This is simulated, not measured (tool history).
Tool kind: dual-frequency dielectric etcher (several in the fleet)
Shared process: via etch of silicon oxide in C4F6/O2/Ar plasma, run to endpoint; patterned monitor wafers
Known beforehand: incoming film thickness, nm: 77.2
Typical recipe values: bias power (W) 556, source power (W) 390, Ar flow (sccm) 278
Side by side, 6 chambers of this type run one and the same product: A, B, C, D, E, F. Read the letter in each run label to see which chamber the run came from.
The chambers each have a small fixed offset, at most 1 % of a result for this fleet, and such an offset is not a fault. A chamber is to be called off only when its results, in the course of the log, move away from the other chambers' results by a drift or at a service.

Run 1A, hour 3: usual settings. Result: endpoint time (s) 16.436.
Run 2B, hour 6.5: usual settings. Result: endpoint time (s) 16.395.
Run 3D, hour 12.6: usual settings. Result: endpoint time (s) 16.327.
Run 4C, hour 17.2: usual settings. Result: endpoint time (s) 16.372.
Run 5E, hour 20.7: usual settings but source power (W) 480, Ar flow (sccm) 217. Result: endpoint time (s) 14.567.
Run 6F, hour 23.6: usual settings but source power (W) 480, Ar flow (sccm) 217. Result: endpoint time (s) 14.686.
Run 7F, hour 26.3: usual settings but source power (W) 480, Ar flow (sccm) 217. Result: endpoint time (s) 14.843.
Run 8A, hour 30: usual settings but source power (W) 480, Ar flow (sccm) 217. Result: endpoint time (s) 14.861.
Run 9E, hour 34.8: usual settings but source power (W) 480, Ar flow (sccm) 217. Result: endpoint time (s) 14.541.
Run 10C, hour 38.4: usual settings but source power (W) 480, Ar flow (sccm) 217. Result: endpoint time (s) 14.71.
Run 11B, hour 44: usual settings. Result: endpoint time (s) 16.269.
Run 12D, hour 47: usual settings. Result: endpoint time (s) 16.29.
Run 13B, hour 50.2: usual settings. Result: endpoint time (s) 16.388.
Run 14C, hour 55.6: usual settings but source power (W) 340. Result: endpoint time (s) 17.263.
Run 15E, hour 59.7: usual settings but source power (W) 340. Result: endpoint time (s) 16.946.
Run 16D, hour 63.9: usual settings but source power (W) 340. Result: endpoint time (s) 17.306.
At hour 66.8: chamber D: wet clean of the chamber.
Run 17F, hour 68.2: usual settings but source power (W) 340. Result: endpoint time (s) 17.234.
At hour 68.5: chamber B: bias power generator calibrated.
Run 18A, hour 72.1: usual settings but source power (W) 340. Result: endpoint time (s) 17.39.
Run 19B, hour 75.6: usual settings but source power (W) 340. Result: endpoint time (s) 17.082.
Run 20A, hour 80.6: usual settings. Result: endpoint time (s) 16.425.
Run 21D, hour 84.2: usual settings. Result: endpoint time (s) 16.522.
Run 22C, hour 89.9: usual settings but bias power (W) 657. Result: endpoint time (s) 15.377.
Run 23F, hour 94.4: usual settings but bias power (W) 657. Result: endpoint time (s) 15.135.
Run 24E, hour 99: usual settings but bias power (W) 657. Result: endpoint time (s) 15.234.
Run 25E, hour 101.9: usual settings but bias power (W) 657. Result: endpoint time (s) 15.267.
Run 26A, hour 106.3: usual settings but bias power (W) 657. Result: endpoint time (s) 15.436.
Run 27F, hour 110.1: usual settings but bias power (W) 657. Result: endpoint time (s) 15.106.
Run 28B, hour 115.4: usual settings. Result: endpoint time (s) 16.433.
Run 29C, hour 119: usual settings. Result: endpoint time (s) 16.188.
Run 30D, hour 122.2: usual settings. Result: endpoint time (s) 16.414.
Run 31E, hour 127.9: usual settings but Ar flow (sccm) 250. Result: endpoint time (s) 15.961.
Run 32B, hour 131: usual settings but Ar flow (sccm) 250. Result: endpoint time (s) 16.102.
Run 33F, hour 134.9: usual settings but Ar flow (sccm) 250. Result: endpoint time (s) 15.956.
Run 34D, hour 138.1: usual settings but Ar flow (sccm) 250. Result: endpoint time (s) 16.067.
Run 35A, hour 144: usual settings but Ar flow (sccm) 250. Result: endpoint time (s) 16.323.
Run 36C, hour 147.7: usual settings but Ar flow (sccm) 250. Result: endpoint time (s) 16.146.
Run 37E, hour 153.8: usual settings. Result: endpoint time (s) 16.268.
Run 38C, hour 159.9: usual settings. Result: endpoint time (s) 16.246.
Run 39F, hour 163.9: usual settings. Result: endpoint time (s) 15.833.
Run 40D, hour 166.7: usual settings. Result: endpoint time (s) 16.411.
Run 41A, hour 171.3: usual settings but bias power (W) 458, Ar flow (sccm) 334. Result: endpoint time (s) 18.048.
Run 42B, hour 177: usual settings but bias power (W) 458, Ar flow (sccm) 334. Result: endpoint time (s) 18.024.

What goes on in this fleet: one chamber off, a drifting gauge, or nothing beyond the chambers' own small offsets? Name the chamber and the cause, if any.

It is chamber F that slowly wanders off from its peers.
What lies behind it: etch rate over this chamber's usual, % = 3.89.

Which of the 4 candidates below, each the usual settings with something changed and its results left as question marks, puts chamber F back in line with what the other chambers give on the usual settings?
Allowed miss from the other chambers' usual-settings mean, per result, to count as in line: endpoint time (s) 0.24
Run 43F-1, hour 181.4: usual settings but Ar flow (sccm) 368. Result: endpoint time (s) ?.
Run 43F-2, hour 181.4: usual settings but bias power (W) 569, Ar flow (sccm) 276. Result: endpoint time (s) ?.
Run 43F-3, hour 181.4: usual settings but bias power (W) 582, source power (W) 410. Result: endpoint time (s) ?.
Run 43F-4, hour 181.4: usual settings but bias power (W) 549, Ar flow (sccm) 279. Result: endpoint time (s) ?.

Mean of the other chambers on the usual settings: endpoint time (s) 16.34
  run  endpoint time (s)
43F-1             16.249
43F-2             15.602
43F-3             15.197
43F-4             15.836
With 43F-1, the chamber falls back in line with the rest.
